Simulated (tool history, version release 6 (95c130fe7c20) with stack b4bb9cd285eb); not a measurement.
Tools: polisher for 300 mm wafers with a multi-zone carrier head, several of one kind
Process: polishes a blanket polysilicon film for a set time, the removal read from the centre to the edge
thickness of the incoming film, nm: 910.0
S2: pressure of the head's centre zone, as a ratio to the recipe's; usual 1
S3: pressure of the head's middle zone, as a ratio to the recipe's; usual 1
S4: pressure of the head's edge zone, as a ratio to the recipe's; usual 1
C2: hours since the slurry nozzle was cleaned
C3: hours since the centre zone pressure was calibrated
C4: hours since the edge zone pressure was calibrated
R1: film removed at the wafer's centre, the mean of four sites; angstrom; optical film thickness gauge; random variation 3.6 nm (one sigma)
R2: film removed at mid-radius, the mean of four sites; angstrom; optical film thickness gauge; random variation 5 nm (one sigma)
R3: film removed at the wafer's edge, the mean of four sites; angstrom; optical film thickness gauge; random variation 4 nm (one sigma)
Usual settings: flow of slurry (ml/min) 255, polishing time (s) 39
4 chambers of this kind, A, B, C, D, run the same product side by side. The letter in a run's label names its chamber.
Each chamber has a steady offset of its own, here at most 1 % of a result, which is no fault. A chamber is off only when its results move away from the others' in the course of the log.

-- hour=2.6 chamber D: worn pad replaced by a new one
run 1A hour=9.6 | flow_of_slurry_(ml/min)=255 S2=1 S3=1 S4=1 polishing_time_(s)=39 | wafers_polished_on_this_pad=159 C2=371.7 C3=555.1 C4=456.4 | R1=3812.5 R2=3792.7 R3=3787.4
run 2C hour=21.6 | flow_of_slurry_(ml/min)=255 S2=1 S3=1 S4=1 polishing_time_(s)=39 | wafers_polished_on_this_pad=587 C2=468.7 C3=747.9 C4=98.8 | R1=3779.2 R2=3923.1 R3=3788.2
run 3D hour=29.2 | flow_of_slurry_(ml/min)=255 S2=1 S3=1 S4=1 polishing_time_(s)=39 | wafers_polished_on_this_pad=222 C2=198.8 C3=376.7 C4=313.8 | R1=3855.6 R2=3873.2 R3=3842.3
-- hour=39.8 chamber C: worn pad replaced by a new one
run 4B hour=42.1 | flow_of_slurry_(ml/min)=255 S2=1 S3=1 S4=1 polishing_time_(s)=39 | wafers_polished_on_this_pad=360 C2=304.4 C3=637.4 C4=788.7 | R1=3857 R2=3751.8 R3=3848.8
run 5B hour=57.5 | flow_of_slurry_(ml/min)=255 S2=1 S3=1 S4=1 polishing_time_(s)=39 | wafers_polished_on_this_pad=489 C2=319.8 C3=652.8 C4=804.1 | R1=3889.1 R2=3897.7 R3=3812.1
-- hour=62.1 chamber A: centre zone pressure recalibrated
run 6C hour=71.9 | flow_of_slurry_(ml/min)=255 S2=1 S3=1 S4=1 polishing_time_(s)=39 | wafers_polished_on_this_pad=268 C2=519 C3=798.2 C4=149.1 | R1=3847.5 R2=3889.6 R3=3800.2
run 7A hour=82.3 | flow_of_slurry_(ml/min)=255 S2=1 S3=1 S4=1 polishing_time_(s)=39 | wafers_polished_on_this_pad=766 C2=444.4 C3=20.3 C4=529.1 | R1=3926.7 R2=3885.1 R3=3857.7
-- hour=94.3 chamber B: worn pad replaced by a new one
run 8D hour=96.3 | flow_of_slurry_(ml/min)=255 S2=1 S3=1 S4=1 polishing_time_(s)=39 | wafers_polished_on_this_pad=782 C2=265.9 C3=443.8 C4=380.9 | R1=3901.5 R2=3763.7 R3=3839.8
-- hour=101.6 chamber A: worn pad replaced by a new one
run 9D hour=104.2 | flow_of_slurry_(ml/min)=255 S2=1.04 S3=1 S4=1 polishing_time_(s)=39 | wafers_polished_on_this_pad=848 C2=273.8 C3=451.7 C4=388.8 | R1=4048.7 R2=3870.4 R3=3839
run 10A hour=111.3 | flow_of_slurry_(ml/min)=255 S2=1.04 S3=1 S4=1 polishing_time_(s)=39 | wafers_polished_on_this_pad=81 C2=473.4 C3=49.3 C4=558.1 | R1=4052.3 R2=3852.9 R3=3896
-- hour=117.2 chamber D: worn pad replaced by a new one
run 11B hour=119.7 | flow_of_slurry_(ml/min)=255 S2=1.04 S3=1 S4=1 polishing_time_(s)=39 | wafers_polished_on_this_pad=212 C2=382 C3=715 C4=866.3 | R1=4050.1 R2=3927.4 R3=3824.7
run 12C hour=133.6 | flow_of_slurry_(ml/min)=255 S2=1.04 S3=1 S4=1 polishing_time_(s)=39 | wafers_polished_on_this_pad=783 C2=580.7 C3=859.9 C4=210.8 | R1=3902.6 R2=3804.9 R3=3870.1
-- hour=138.9 chamber B: edge zone pressure recalibrated
-- hour=139.1 chamber C: worn pad replaced by a new one
run 13C hour=149.2 | flow_of_slurry_(ml/min)=255 S2=1 S3=1 S4=1 polishing_time_(s)=39 | wafers_polished_on_this_pad=84 C2=596.3 C3=875.5 C4=226.4 | R1=3856.9 R2=3922.5 R3=3785.2
-- hour=160.7 chamber D: slurry nozzle cleaned
run 14D hour=160.8 | flow_of_slurry_(ml/min)=255 S2=1 S3=1 S4=1 polishing_time_(s)=39 | wafers_polished_on_this_pad=364 C2=0.1 C3=508.3 C4=445.4 | R1=3905.3 R2=3861.1 R3=3794.6
run 15B hour=175.2 | flow_of_slurry_(ml/min)=255 S2=1 S3=1 S4=1 polishing_time_(s)=39 | wafers_polished_on_this_pad=676 C2=437.5 C3=770.5 C4=36.4 | R1=3843.9 R2=3864.4 R3=3843.6
run 16A hour=182.9 | flow_of_slurry_(ml/min)=255 S2=1 S3=1 S4=1 polishing_time_(s)=39 | wafers_polished_on_this_pad=678 C2=545 C3=120.9 C4=629.7 | R1=3889.4 R2=3884 R3=3836.2
-- hour=186.8 chamber B: worn pad replaced by a new one
run 17D hour=191.7 | flow_of_slurry_(ml/min)=255 S2=1 S3=1 S4=1 polishing_time_(s)=39 | wafers_polished_on_this_pad=622 C2=31 C3=539.2 C4=476.3 | R1=3925.3 R2=3855.8 R3=3773.6
-- hour=196.8 chamber B: slurry nozzle cleaned
run 18C hour=199.4 | flow_of_slurry_(ml/min)=255 S2=1 S3=1 S4=1 polishing_time_(s)=39 | wafers_polished_on_this_pad=503 C2=646.5 C3=925.7 C4=276.6 | R1=3741.1 R2=3872.4 R3=3799.6
run 19A hour=213.8 | flow_of_slurry_(ml/min)=255 S2=1 S3=1 S4=1 polishing_time_(s)=39 | wafers_polished_on_this_pad=936 C2=575.9 C3=151.8 C4=660.6 | R1=3810.5 R2=3856.7 R3=3896.3
-- hour=218.6 chamber D: worn pad replaced by a new one
-- hour=220.3 chamber A: worn pad replaced by a new one
run 20B hour=222.3 | flow_of_slurry_(ml/min)=255 S2=1 S3=1 S4=1 polishing_time_(s)=39 | wafers_polished_on_this_pad=296 C2=25.5 C3=817.6 C4=83.5 | R1=3827.6 R2=3826.9 R3=3829
-- hour=224.5 chamber C: worn pad replaced by a new one
run 21B hour=237 | flow_of_slurry_(ml/min)=255 S2=1 S3=1 S4=1 polishing_time_(s)=39 | wafers_polished_on_this_pad=419 C2=40.2 C3=832.3 C4=98.2 | R1=3933.2 R2=3768.8 R3=3857.3
run 22D hour=246 | flow_of_slurry_(ml/min)=255 S2=1 S3=1 S4=1 polishing_time_(s)=39 | wafers_polished_on_this_pad=229 C2=85.3 C3=593.5 C4=530.6 | R1=3896.3 R2=3875.3 R3=3799.9
-- hour=253.8 chamber A: slurry nozzle cleaned
run 23A hour=260.6 | flow_of_slurry_(ml/min)=255 S2=1.06 S3=1 S4=1 polishing_time_(s)=29 | wafers_polished_on_this_pad=336 C2=6.9 C3=198.6 C4=707.4 | R1=3139.5 R2=2851.1 R3=2901.3
run 24C hour=267.7 | flow_of_slurry_(ml/min)=255 S2=1.06 S3=1 S4=1 polishing_time_(s)=29 | wafers_polished_on_this_pad=360 C2=714.8 C3=994 C4=344.9 | R1=3051 R2=2945.3 R3=2847.6
-- hour=270.6 chamber B: worn pad replaced by a new one
run 25A hour=277.4 | flow_of_slurry_(ml/min)=255 S2=1.06 S3=1 S4=1 polishing_time_(s)=29 | wafers_polished_on_this_pad=477 C2=23.7 C3=215.4 C4=724.2 | R1=3055.9 R2=2857.9 R3=2857.3
run 26C hour=285.6 | flow_of_slurry_(ml/min)=255 S2=1.06 S3=1 S4=1 polishing_time_(s)=29 | wafers_polished_on_this_pad=510 C2=732.7 C3=1011.9 C4=362.8 | R1=3020.1 R2=2837.6 R3=2888.1
run 27D hour=300.7 | flow_of_slurry_(ml/min)=255 S2=1 S3=1 S4=1 polishing_time_(s)=39 | wafers_polished_on_this_pad=686 C2=140 C3=648.2 C4=585.3 | R1=3873.8 R2=3887.1 R3=3873.2
-- hour=311.2 chamber C: worn pad replaced by a new one
run 28B hour=313.4 | flow_of_slurry_(ml/min)=255 S2=1 S3=1 S4=1 polishing_time_(s)=39 | wafers_polished_on_this_pad=357 C2=116.6 C3=908.7 C4=174.6 | R1=3875 R2=3811.7 R3=3836.5
-- hour=318.4 chamber D: worn pad replaced by a new one
-- hour=322.3 chamber C: centre zone pressure recalibrated
run 29C hour=329.4 | flow_of_slurry_(ml/min)=255 S2=1 S3=1 S4=1 polishing_time_(s)=39 | wafers_polished_on_this_pad=152 C2=776.5 C3=7.2 C4=406.6 | R1=3827.5 R2=3963.5 R3=3797.3
run 30D hour=340.9 | flow_of_slurry_(ml/min)=255 S2=1 S3=1 S4=1 polishing_time_(s)=39 | wafers_polished_on_this_pad=187 C2=180.2 C3=688.4 C4=625.5 | R1=3865.8 R2=3859.3 R3=3829
-- hour=346.6 chamber C: slurry nozzle cleaned
-- hour=353.7 chamber A: worn pad replaced by a new one
run 31B hour=356.7 | flow_of_slurry_(ml/min)=255 S2=1 S3=1 S4=1 polishing_time_(s)=39 | wafers_polished_on_this_pad=719 C2=159.9 C3=952 C4=217.9 | R1=3854.4 R2=3897.8 R3=3779.7
-- hour=357 chamber A: edge zone pressure recalibrated
run 32A hour=370.1 | flow_of_slurry_(ml/min)=255 S2=1 S3=1 S4=1 polishing_time_(s)=39 | wafers_polished_on_this_pad=137 C2=116.4 C3=308.1 C4=13.2 | R1=3888.4 R2=3856.8 R3=3852.3
-- hour=375.8 chamber B: worn pad replaced by a new one
run 33A hour=382.1 | flow_of_slurry_(ml/min)=255 S2=1 S3=1 S4=1 polishing_time_(s)=39 | wafers_polished_on_this_pad=237 C2=128.4 C3=320.1 C4=25.2 | R1=3908.2 R2=3924.6 R3=3873.1
run 34D hour=394.2 | flow_of_slurry_(ml/min)=205 S2=1.09 S3=1 S4=1 polishing_time_(s)=39 | wafers_polished_on_this_pad=632 C2=233.5 C3=741.7 C4=678.8 | R1=4177.4 R2=3747.6 R3=3738.9
run 35C hour=410.1 | flow_of_slurry_(ml/min)=205 S2=1.09 S3=1 S4=1 polishing_time_(s)=39 | wafers_polished_on_this_pad=826 C2=63.6 C3=87.9 C4=487.3 | R1=3963.9 R2=3709.1 R3=3773
-- hour=419.7 chamber C: worn pad replaced by a new one
-- hour=420.5 chamber D: worn pad replaced by a new one
run 36B hour=426.3 | flow_of_slurry_(ml/min)=205 S2=1.09 S3=1 S4=1 polishing_time_(s)=39 | wafers_polished_on_this_pad=421 C2=229.5 C3=1021.6 C4=287.5 | R1=4125.9 R2=3784.4 R3=3751.6
-- hour=440.7 chamber D: slurry nozzle cleaned
run 37C hour=441.4 | flow_of_slurry_(ml/min)=205 S2=1.09 S3=1 S4=1 polishing_time_(s)=39 | wafers_polished_on_this_pad=181 C2=94.9 C3=119.2 C4=518.6 | R1=4051.9 R2=3724 R3=3739.1
run 38D hour=452 | flow_of_slurry_(ml/min)=255 S2=1 S3=1 S4=1 polishing_time_(s)=39 | wafers_polished_on_this_pad=263 C2=11.4 C3=799.5 C4=736.6 | R1=3815.5 R2=3795.8 R3=3785.2
run 39B hour=464.7 | flow_of_slurry_(ml/min)=255 S2=1 S3=1 S4=1 polishing_time_(s)=39 | wafers_polished_on_this_pad=742 C2=267.9 C3=1060 C4=325.9 | R1=3852.6 R2=3848.2 R3=3810.6
-- hour=472.9 chamber A: worn pad replaced by a new one
run 40A hour=477.3 | flow_of_slurry_(ml/min)=255 S2=1 S3=1 S4=1 polishing_time_(s)=39 | wafers_polished_on_this_pad=37 C2=223.6 C3=415.3 C4=120.4 | R1=3903.1 R2=3789.7 R3=3874.6

Is one chamber off against the others, does the gauge drift, or is nothing wrong? If a chamber is off, say which, and what the likeliest cause is.

No chamber stands off beyond its own small offset, and the gauge holds steady.
